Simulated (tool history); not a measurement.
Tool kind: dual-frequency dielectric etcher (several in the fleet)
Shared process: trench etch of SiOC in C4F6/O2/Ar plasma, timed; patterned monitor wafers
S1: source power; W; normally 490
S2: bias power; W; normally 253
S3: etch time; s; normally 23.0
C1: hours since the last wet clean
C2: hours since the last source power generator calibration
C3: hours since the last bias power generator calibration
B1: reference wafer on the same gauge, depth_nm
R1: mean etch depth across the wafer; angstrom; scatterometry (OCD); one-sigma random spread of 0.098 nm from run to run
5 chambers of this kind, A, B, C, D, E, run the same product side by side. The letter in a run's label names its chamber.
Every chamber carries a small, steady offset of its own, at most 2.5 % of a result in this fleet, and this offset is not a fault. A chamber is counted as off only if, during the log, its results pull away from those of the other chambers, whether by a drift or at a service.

run,hour,S1,S2,S3,C1,C2,C3,B1,R1
1C,12.5,490,253,23.0,17.3,1941.8,1941.9,66.381,580.25
2D,24.6,490,253,23.0,260.1,1445.1,2755.4,66.371,580.55
3E,36.0,490,253,23.0,213.3,929.1,2718.3,66.390,578.72
4A,44.5,490,253,23.0,90.7,3114.2,866.3,66.341,565.53
5B,58.5,490,253,23.0,313.8,2437.8,151.0,66.350,578.39
6B,71.4,490,253,23.0,326.7,2450.7,163.9,66.328,577.06
7C,80.0,490,253,23.0,84.8,2009.3,2009.4,66.314,580.27
8A,94.0,490,253,23.0,140.2,3163.7,915.8,66.299,563.68
9D,105.1,490,253,23.0,340.6,1525.6,2835.9,66.283,579.27
10E,119.4,490,253,23.0,296.7,1012.5,2801.7,66.241,578.68
11A,126.0,490,253,23.0,172.2,3195.7,947.8,66.278,565.01
12C,136.0,490,253,23.0,140.8,2065.3,2065.4,66.227,579.16
13D,147.6,400,275,23.0,383.1,1568.1,2878.4,66.219,551.65
14B,158.1,400,275,23.0,413.4,2537.4,250.6,66.220,549.59
15E,168.5,400,275,23.0,345.8,1061.6,2850.8,66.183,550.81
16D,181.0,400,275,23.0,416.5,1601.5,2911.8,66.213,550.11
17B,191.0,400,275,23.0,446.3,2570.3,283.5,66.204,548.54
18C,202.3,600,253,19.5,207.1,2131.6,2131.7,66.160,529.78
19E,212.3,600,253,19.5,389.6,1105.4,2894.6,66.157,531.60
20A,221.4,600,253,19.5,267.6,3291.1,1043.2,66.155,516.41
# hour 222.3: chamber C: source power generator calibrated
21D,231.7,600,253,19.5,467.2,1652.2,2962.5,66.143,528.47
22C,238.9,600,253,19.5,243.7,16.6,2168.3,66.121,528.74
23E,249.1,570,207,23.0,426.4,1142.2,2931.4,66.104,575.19
24A,259.7,570,207,23.0,305.9,3329.4,1081.5,66.074,556.96
25B,272.5,570,207,23.0,527.8,2651.8,365.0,66.069,573.04
# hour 281.4: chamber E: wet clean of the chamber
26A,284.0,570,207,23.0,330.2,3353.7,1105.8,66.077,557.46
27C,295.4,570,207,23.0,300.2,73.1,2224.8,66.059,574.73
28E,305.0,490,253,23.0,23.6,1198.1,2987.3,66.042,576.31
29D,312.4,490,253,23.0,547.9,1732.9,3043.2,66.038,577.53
30B,321.6,490,253,23.0,576.9,2700.9,414.1,66.041,574.94
# hour 327.3: chamber C: bias power generator calibrated
31E,332.8,490,253,23.0,51.4,1225.9,3015.1,65.992,576.11
32A,342.9,550,313,23.0,389.1,3412.6,1164.7,65.993,630.86
33B,355.4,550,313,23.0,610.7,2734.7,447.9,65.988,644.11
# hour 359.5: chamber D: wet clean of the chamber
34C,364.6,550,313,23.0,369.4,142.3,37.3,65.956,645.80
35D,373.0,550,313,23.0,13.5,1793.5,3103.8,65.968,648.25
36D,385.4,550,313,23.0,25.9,1805.9,3116.2,65.958,646.26

Is one chamber out of step, is the gauge drifting, or do the chambers differ by no more than their own small offsets? For an off chamber, give its letter and the likeliest cause.

The shared gauge is drifting. All chambers look as if they move in step, but none is off.
Cause: gauge reads low (%) = 0.697.

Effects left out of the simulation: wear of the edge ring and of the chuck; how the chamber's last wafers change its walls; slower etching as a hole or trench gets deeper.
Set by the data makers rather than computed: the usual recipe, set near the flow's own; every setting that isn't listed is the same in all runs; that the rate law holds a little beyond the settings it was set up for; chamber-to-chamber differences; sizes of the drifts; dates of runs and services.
